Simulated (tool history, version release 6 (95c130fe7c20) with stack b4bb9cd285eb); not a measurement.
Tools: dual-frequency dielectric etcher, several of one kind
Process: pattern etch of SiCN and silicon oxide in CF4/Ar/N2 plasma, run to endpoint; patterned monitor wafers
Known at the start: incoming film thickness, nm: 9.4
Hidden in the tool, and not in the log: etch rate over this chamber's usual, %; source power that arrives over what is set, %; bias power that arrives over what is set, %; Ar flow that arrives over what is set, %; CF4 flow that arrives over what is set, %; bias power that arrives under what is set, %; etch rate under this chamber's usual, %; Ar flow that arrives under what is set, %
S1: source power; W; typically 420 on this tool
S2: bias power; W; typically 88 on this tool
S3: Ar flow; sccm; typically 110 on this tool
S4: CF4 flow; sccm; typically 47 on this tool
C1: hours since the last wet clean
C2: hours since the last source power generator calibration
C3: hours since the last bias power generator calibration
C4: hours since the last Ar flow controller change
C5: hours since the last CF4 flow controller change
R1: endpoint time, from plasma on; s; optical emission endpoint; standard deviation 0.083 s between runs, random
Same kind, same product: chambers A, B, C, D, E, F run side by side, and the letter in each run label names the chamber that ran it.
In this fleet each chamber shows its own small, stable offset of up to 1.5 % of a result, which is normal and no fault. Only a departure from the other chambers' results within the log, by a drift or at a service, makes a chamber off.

At day 0.092: chamber B: Ar flow controller replaced.
Run 1F, day 0.433: usual settings; C1 142.2; C2 391.4; C3 911.3; C4 5736.1; C5 2277.9. Result: R1 11.731 s.
Run 2C, day 1.029: usual settings; C1 77.7; C2 2666.8; C3 3562.5; C4 1898.9; C5 5819.8. Result: R1 11.548 s.
Run 3B, day 1.317: usual settings; C1 142.4; C2 1647.4; C3 2178.3; C4 29.5; C5 1431.3. Result: R1 11.623 s.
Run 4D, day 1.700: usual settings; C1 329.6; C2 4227.0; C3 437.6; C4 1585.2; C5 1072.3. Result: R1 11.800 s.
Run 5E, day 2.296: usual settings; C1 146.2; C2 2809.4; C3 668.7; C4 960.4; C5 1085.4. Result: R1 11.761 s.
At day 2.604: chamber C: Ar flow controller replaced.
Run 6A, day 2.792: usual settings; C1 135.8; C2 785.5; C3 262.8; C4 1413.7; C5 714.9. Result: R1 11.639 s.
Run 7E, day 3.383: usual settings but S2 97 W, S4 55 sccm; C1 172.3; C2 2835.5; C3 694.8; C4 986.5; C5 1111.5. Result: R1 11.015 s.
Run 8D, day 3.942: usual settings but S2 97 W, S4 55 sccm; C1 383.4; C2 4280.8; C3 491.4; C4 1639.0; C5 1126.1. Result: R1 11.146 s.
Run 9F, day 4.371: usual settings but S2 97 W, S4 55 sccm; C1 236.7; C2 485.9; C3 1005.8; C4 5830.6; C5 2372.4. Result: R1 10.991 s.
Run 10B, day 4.746: usual settings but S2 97 W, S4 55 sccm; C1 224.7; C2 1729.7; C3 2260.6; C4 111.8; C5 1513.6. Result: R1 10.853 s.
Run 11C, day 5.246: usual settings but S2 97 W, S4 55 sccm; C1 178.9; C2 2768.0; C3 3663.7; C4 63.5; C5 5921.0. Result: R1 11.072 s.
Run 12A, day 5.612: usual settings but S2 97 W, S4 55 sccm; C1 203.5; C2 853.2; C3 330.5; C4 1481.4; C5 782.6. Result: R1 11.037 s.
Run 13F, day 6.233: usual settings; C1 281.4; C2 530.6; C3 1050.5; C4 5875.3; C5 2417.1. Result: R1 11.571 s.
Run 14C, day 6.538: usual settings; C1 209.9; C2 2799.0; C3 3694.7; C4 94.5; C5 5952.0. Result: R1 11.658 s.
Run 15A, day 7.038: usual settings; C1 237.7; C2 887.4; C3 364.7; C4 1515.6; C5 816.8. Result: R1 11.675 s.
Run 16E, day 7.350: usual settings; C1 267.5; C2 2930.7; C3 790.0; C4 1081.7; C5 1206.7. Result: R1 11.669 s.
Run 17B, day 7.842: usual settings; C1 299.0; C2 1804.0; C3 2334.9; C4 186.1; C5 1587.9. Result: R1 11.577 s.
Run 18D, day 8.246: usual settings but S2 102 W, S4 53 sccm; C1 486.7; C2 4384.1; C3 594.7; C4 1742.3; C5 1229.4. Result: R1 11.026 s.
At day 8.408: chamber D: source power generator calibrated.
Run 19C, day 8.704: usual settings but S2 102 W, S4 53 sccm; C1 261.9; C2 2851.0; C3 3746.7; C4 146.5; C5 6004.0. Result: R1 10.900 s.
Run 20F, day 9.033: usual settings but S2 102 W, S4 53 sccm; C1 348.6; C2 597.8; C3 1117.7; C4 5942.5; C5 2484.3. Result: R1 10.696 s.
At day 9.075: chamber F: Ar flow controller replaced.
Run 21E, day 9.333: usual settings but S2 102 W, S4 53 sccm; C1 315.1; C2 2978.3; C3 837.6; C4 1129.3; C5 1254.3. Result: R1 10.830 s.
Run 22A, day 9.875: usual settings but S2 102 W, S4 53 sccm; C1 305.8; C2 955.5; C3 432.8; C4 1583.7; C5 884.9. Result: R1 10.929 s.
Run 23B, day 10.446: usual settings but S2 102 W, S4 53 sccm; C1 361.5; C2 1866.5; C3 2397.4; C4 248.6; C5 1650.4. Result: R1 10.768 s.
Run 24D, day 10.725: usual settings; C1 546.2; C2 55.6; C3 654.2; C4 1801.8; C5 1288.9. Result: R1 11.799 s.
Run 25C, day 11.346: usual settings; C1 325.3; C2 2914.4; C3 3810.1; C4 209.9; C5 6067.4. Result: R1 11.718 s.
At day 11.579: chamber D: wet clean of the chamber.
At day 11.592: chamber C: wet clean of the chamber.
Run 26F, day 11.904: usual settings but S1 470 W, S2 78 W; C1 417.5; C2 666.7; C3 1186.6; C4 68.0; C5 2553.2. Result: R1 10.940 s.
At day 12.442: chamber B: wet clean of the chamber.
Run 27D, day 12.517: usual settings but S1 470 W, S2 78 W; C1 22.6; C2 98.6; C3 697.2; C4 1844.8; C5 1331.9. Result: R1 11.200 s.
Run 28A, day 12.938: usual settings but S1 470 W, S2 78 W; C1 379.3; C2 1029.0; C3 506.3; C4 1657.2; C5 958.4. Result: R1 11.012 s.
Run 29B, day 13.242: usual settings but S1 470 W, S2 78 W; C1 19.3; C2 1933.6; C3 2464.5; C4 315.7; C5 1717.5. Result: R1 11.054 s.
Run 30E, day 13.646: usual settings but S1 470 W, S2 78 W; C1 418.6; C2 3081.8; C3 941.1; C4 1232.8; C5 1357.8. Result: R1 11.086 s.
At day 13.812: chamber E: wet clean of the chamber.
Run 31B, day 14.083: usual settings but S1 470 W, S2 78 W; C1 39.5; C2 1953.8; C3 2484.7; C4 335.9; C5 1737.7. Result: R1 10.965 s.
Run 32E, day 14.721: usual settings; C1 21.9; C2 3107.6; C3 966.9; C4 1258.6; C5 1383.6. Result: R1 11.674 s.
Run 33D, day 15.208: usual settings; C1 87.2; C2 163.2; C3 761.8; C4 1909.4; C5 1396.5. Result: R1 11.699 s.
Run 34A, day 15.742: usual settings but S2 76 W; C1 446.6; C2 1096.3; C3 573.6; C4 1724.5; C5 1025.7. Result: R1 12.232 s.
Run 35F, day 16.338: usual settings but S2 76 W; C1 523.9; C2 773.1; C3 1293.0; C4 174.4; C5 2659.6. Result: R1 12.358 s.
Run 36C, day 16.788: usual settings but S2 76 W; C1 124.7; C2 3045.0; C3 3940.7; C4 340.5; C5 6198.0. Result: R1 12.405 s.
Run 37E, day 17.192: usual settings but S2 76 W; C1 81.2; C2 3166.9; C3 1026.2; C4 1317.9; C5 1442.9. Result: R1 12.208 s.
Run 38B, day 17.496: usual settings but S2 76 W; C1 121.4; C2 2035.7; C3 2566.6; C4 417.8; C5 1819.6. Result: R1 12.274 s.
Run 39F, day 17.958: usual settings but S2 76 W; C1 562.8; C2 812.0; C3 1331.9; C4 213.3; C5 2698.5. Result: R1 12.360 s.
Run 40A, day 18.525: usual settings; C1 513.4; C2 1163.1; C3 640.4; C4 1791.3; C5 1092.5. Result: R1 11.655 s.
Run 41D, day 19.121: usual settings; C1 181.1; C2 257.1; C3 855.7; C4 2003.3; C5 1490.4. Result: R1 11.872 s.
Run 42C, day 19.688: usual settings; C1 194.3; C2 3114.6; C3 4010.3; C4 410.1; C5 6267.6. Result: R1 11.775 s.
Run 43C, day 20.038: usual settings; C1 202.7; C2 3123.0; C3 4018.7; C4 418.5; C5 6276.0. Result: R1 11.604 s.
Run 44E, day 20.512: usual settings; C1 160.9; C2 3246.6; C3 1105.9; C4 1397.6; C5 1522.6. Result: R1 11.605 s.

All 6 chambers run these settings next. Forecast each chamber's results:
Run 45A, day 20.971: usual settings. Result: R1 ?.
Run 45B, day 20.971: usual settings. Result: R1 ?.
Run 45C, day 20.971: usual settings. Result: R1 ?.
Run 45D, day 20.971: usual settings. Result: R1 ?.
Run 45E, day 20.971: usual settings. Result: R1 ?.
Run 45F, day 20.971: usual settings. Result: R1 ?.

run      R1
45A  11.748
45B  11.560
45C  11.576
45D  11.866
45E  11.812
45F  11.611
